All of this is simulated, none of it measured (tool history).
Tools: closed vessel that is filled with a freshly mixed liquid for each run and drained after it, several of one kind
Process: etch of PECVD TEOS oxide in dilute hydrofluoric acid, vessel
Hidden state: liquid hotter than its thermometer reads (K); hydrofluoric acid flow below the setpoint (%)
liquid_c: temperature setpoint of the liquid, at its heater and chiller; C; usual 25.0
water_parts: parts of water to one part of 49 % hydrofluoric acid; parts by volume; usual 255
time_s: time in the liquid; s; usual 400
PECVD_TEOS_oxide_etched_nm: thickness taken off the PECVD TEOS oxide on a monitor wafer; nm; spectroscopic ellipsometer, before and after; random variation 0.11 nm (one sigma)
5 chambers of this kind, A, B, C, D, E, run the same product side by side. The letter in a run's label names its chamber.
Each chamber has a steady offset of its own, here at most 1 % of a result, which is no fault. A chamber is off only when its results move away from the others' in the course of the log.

run	hour	liquid_c	water_parts	time_s	hours since the thermometer was replaced	hours since the hydrofluoric acid flow meter was replaced	read-back film thickness of the PECVD TEOS oxide reference wafer, read on the same gauge (nm)	PECVD_TEOS_oxide_etched_nm
# hour 0.5: chamber B: hydrofluoric acid flow meter replaced
1D	3.9	25.0	255	400	1760.5	1590.4	109.99	12.678
2B	6.9	25.0	255	400	1625.4	6.5	110.05	12.654
3E	11.5	25.0	255	400	2278.1	408.9	110.02	12.797
4A	15.0	25.0	255	400	266.3	867.5	110.05	12.461
5C	19.6	25.0	255	400	297.5	696.6	109.99	12.833
6D	23.7	25.0	255	400	1780.3	1610.2	110.01	12.874
7A	27.8	25.0	255	400	279.1	880.3	109.97	12.532
8C	32.6	25.0	255	400	310.5	709.6	109.98	12.762
9E	35.4	25.0	255	400	2302.0	432.8	109.99	12.813
10B	38.8	25.0	255	400	1657.3	38.4	110.01	12.602
11E	44.2	25.0	255	400	2310.8	441.6	110.00	12.994
# hour 45.3: chamber E: hydrofluoric acid flow meter replaced
12A	49.2	25.0	255	400	300.5	901.7	110.00	12.847
13B	53.3	25.0	255	400	1671.8	52.9	109.98	12.844
14C	55.7	25.0	255	400	333.6	732.7	110.00	12.780
15D	58.7	25.0	255	400	1815.3	1645.2	109.99	12.649
16C	63.8	25.0	255	400	341.7	740.8	110.00	12.624
17D	68.8	25.0	255	400	1825.4	1655.3	109.99	12.778
18E	71.4	25.0	255	400	2338.0	26.1	110.03	12.774
19B	76.5	25.0	255	400	1695.0	76.1	109.98	12.677
20A	82.0	25.0	255	400	333.3	934.5	109.97	12.828
21C	86.7	20.5	255	400	364.6	763.7	110.01	10.902
22A	92.1	20.5	255	400	343.4	944.6	110.00	10.660
23E	94.9	20.5	255	400	2361.5	49.6	109.98	10.919
24B	99.2	20.5	255	400	1717.7	98.8	110.01	10.732
25D	102.5	20.5	255	400	1859.1	1689.0	110.00	10.769
26C	106.0	25.0	255	400	383.9	783.0	110.01	12.831
27B	111.4	25.0	255	400	1729.9	111.0	109.99	12.556
28D	115.7	25.0	255	400	1872.3	1702.2	110.03	12.802
29E	120.2	25.0	255	400	2386.8	74.9	110.01	12.884
30A	124.8	25.0	255	400	376.1	977.3	109.98	12.583
31C	129.3	25.0	255	400	407.2	806.3	110.03	12.933
32E	134.5	25.0	255	400	2401.1	89.2	109.99	12.951
33B	137.1	25.0	255	400	1755.6	136.7	110.00	12.645
34D	140.1	25.0	255	400	1896.7	1726.6	110.03	12.779

All 5 chambers run these settings next. Forecast each chamber's results:
35A	144.1	25.0	255	400				?
35B	144.1	25.0	255	400				?
35C	144.1	25.0	255	400				?
35D	144.1	25.0	255	400				?
35E	144.1	25.0	255	400				?

run	PECVD_TEOS_oxide_etched_nm
35A	12.660
35B	12.812
35C	12.826
35D	12.705
35E	12.836

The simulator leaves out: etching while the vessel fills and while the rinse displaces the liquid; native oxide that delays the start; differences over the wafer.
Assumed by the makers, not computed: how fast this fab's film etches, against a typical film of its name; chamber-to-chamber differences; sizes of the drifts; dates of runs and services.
